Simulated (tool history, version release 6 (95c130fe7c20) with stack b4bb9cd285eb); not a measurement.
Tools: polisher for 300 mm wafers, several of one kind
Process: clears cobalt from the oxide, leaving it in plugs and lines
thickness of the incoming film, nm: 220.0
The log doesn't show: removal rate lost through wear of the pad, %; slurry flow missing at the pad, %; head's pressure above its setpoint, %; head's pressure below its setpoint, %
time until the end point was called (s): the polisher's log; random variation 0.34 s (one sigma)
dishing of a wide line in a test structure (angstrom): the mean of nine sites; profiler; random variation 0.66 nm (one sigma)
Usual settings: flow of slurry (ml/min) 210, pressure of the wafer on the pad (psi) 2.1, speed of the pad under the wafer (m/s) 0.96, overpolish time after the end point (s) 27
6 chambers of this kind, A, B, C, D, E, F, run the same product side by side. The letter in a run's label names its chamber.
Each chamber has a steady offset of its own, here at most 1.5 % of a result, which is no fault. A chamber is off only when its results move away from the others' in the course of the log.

run,hour,flow of slurry (ml/min),pressure of the wafer on the pad (psi),speed of the pad under the wafer (m/s),overpolish time after the end point (s),wafers polished on this pad,hours since the slurry nozzle was cleaned,hours since the head pressure was calibrated,time until the end point was called (s),dishing of a wide line in a test structure (angstrom)
# hour 0.4: chamber C: worn pad replaced by a new one
1D,9.7,210,2.1,0.96,27,660,444.4,299.5,36.092,415.96
2A,16.4,210,2.1,0.96,27,1092,54.9,19.8,36.474,412.88
3B,29.9,210,2.1,0.96,27,476,840.4,215.3,36.419,420.62
4C,40.9,210,2.1,0.96,27,346,146.9,154.6,36.439,413.29
# hour 43.6: chamber F: worn pad replaced by a new one
# hour 46.3: chamber A: worn pad replaced by a new one
5F,48.3,210,2.1,0.96,27,40,207.1,1006.9,36.887,414.67
# hour 48.8: chamber E: worn pad replaced by a new one
6E,55.4,210,2.1,0.96,27,57,272.5,254.6,36.776,413.49
# hour 62.9: chamber F: slurry nozzle cleaned
# hour 66.8: chamber B: slurry nozzle cleaned
7B,68.3,210,2.1,0.96,27,805,1.5,253.7,36.341,411.64
# hour 68.8: chamber B: worn pad replaced by a new one
8A,80.4,265,2.1,1.12,27,291,118.9,83.8,30.835,410.26
9C,88.4,265,2.1,1.12,27,752,194.4,202.1,30.891,411.69
10E,98.8,265,2.1,1.12,27,428,315.9,298.0,30.673,414.27
# hour 102.1: chamber F: head pressure recalibrated
# hour 106.0: chamber C: worn pad replaced by a new one
11F,106.9,265,2.1,1.12,27,541,44.1,4.9,31.057,411.33
12D,114.4,265,2.1,1.12,27,1555,549.1,404.2,30.819,426.39
# hour 117.0: chamber F: worn pad replaced by a new one
13E,124.2,265,2.1,1.12,27,645,341.3,323.4,31.217,421.19
14B,133.6,210,2.1,0.96,27,554,66.8,319.0,36.592,411.52
# hour 137.9: chamber D: slurry nozzle cleaned
15A,141.4,210,2.1,0.96,27,813,179.9,144.8,36.214,418.16
# hour 144.0: chamber B: worn pad replaced by a new one
16C,154.5,210,2.1,0.96,27,414,260.5,268.2,35.599,411.86
17F,167.5,210,2.1,0.96,27,432,104.7,65.5,36.588,419.05
18D,177.5,210,2.1,0.96,27,2094,39.7,467.3,37.312,406.80
# hour 181.5: chamber E: worn pad replaced by a new one
19E,186.5,210,2.1,0.96,27,43,403.6,385.7,36.509,411.95
# hour 192.0: chamber F: worn pad replaced by a new one
# hour 196.1: chamber C: worn pad replaced by a new one
20F,197.7,210,2.1,0.96,27,49,134.9,95.7,36.697,415.26
21D,208.8,210,2.1,0.96,27,2362,71.0,498.6,37.337,417.82
22C,216.4,210,2.1,0.96,27,174,322.4,330.1,36.541,409.29
# hour 227.1: chamber B: worn pad replaced by a new one
23B,227.3,210,2.7,0.74,27,2,160.5,412.7,36.140,420.33
# hour 227.5: chamber A: worn pad replaced by a new one
24A,236.0,210,2.7,0.74,27,72,274.5,239.4,37.241,428.27
25B,248.7,210,2.7,0.74,27,185,181.9,434.1,36.257,416.95
26D,258.5,210,2.7,0.74,27,2787,120.7,548.3,38.297,401.73
27A,270.9,210,2.7,0.74,27,371,309.4,274.3,37.717,412.70
# hour 276.3: chamber F: worn pad replaced by a new one
28C,277.9,210,2.7,0.74,27,700,383.9,391.6,37.050,410.57
29F,287.5,210,2.1,0.96,27,96,224.7,185.5,36.902,417.75
# hour 288.8: chamber F: slurry nozzle cleaned
# hour 294.1: chamber C: worn pad replaced by a new one
30E,299.2,210,2.1,0.96,27,1006,516.3,498.4,36.787,411.04
# hour 303.5: chamber B: worn pad replaced by a new one
# hour 306.8: chamber E: slurry nozzle cleaned
# hour 307.2: chamber E: worn pad replaced by a new one
31C,307.6,210,2.1,0.96,27,115,413.6,421.3,36.971,399.03
# hour 311.3: chamber B: head pressure recalibrated
32B,313.8,210,2.1,0.96,27,88,247.0,2.5,35.669,409.75
33F,320.7,210,2.1,0.96,27,380,32.0,218.7,37.446,414.67
34D,332.9,210,2.1,0.96,27,3423,195.1,622.7,38.328,412.06
35A,343.4,210,2.1,0.96,27,991,381.9,346.8,36.978,421.38
36E,354.5,210,2.1,0.96,27,404,47.7,553.7,36.272,406.34
37A,362.3,210,2.1,0.96,27,1152,400.8,365.7,36.376,414.78
# hour 366.3: chamber F: worn pad replaced by a new one
38F,370.5,210,2.1,0.96,27,36,81.8,268.5,36.738,424.15
39E,383.6,210,2.1,0.96,12,653,76.8,582.8,36.018,350.21
# hour 394.1: chamber C: worn pad replaced by a new one
40B,395.2,210,2.1,0.96,12,784,328.4,83.9,36.241,338.09
41D,401.5,210,2.1,0.96,12,4009,263.7,691.3,38.946,340.81
42C,412.7,210,2.1,0.96,12,159,518.7,526.4,36.603,331.02
43C,425.2,210,2.1,0.96,12,266,531.2,538.9,36.666,335.16

Next, every chamber runs the same settings. What will each give?
44A,434.7,210,1.7,0.96,27,,,,?,?
44B,434.7,210,1.7,0.96,27,,,,?,?
44C,434.7,210,1.7,0.96,27,,,,?,?
44D,434.7,210,1.7,0.96,27,,,,?,?
44E,434.7,210,1.7,0.96,27,,,,?,?
44F,434.7,210,1.7,0.96,27,,,,?,?

run,time until the end point was called (s),dishing of a wide line in a test structure (angstrom)
44A,44.907,409.64
44B,44.615,406.60
44C,45.626,388.24
44D,49.211,389.41
44E,45.685,410.65
44F,46.232,400.84
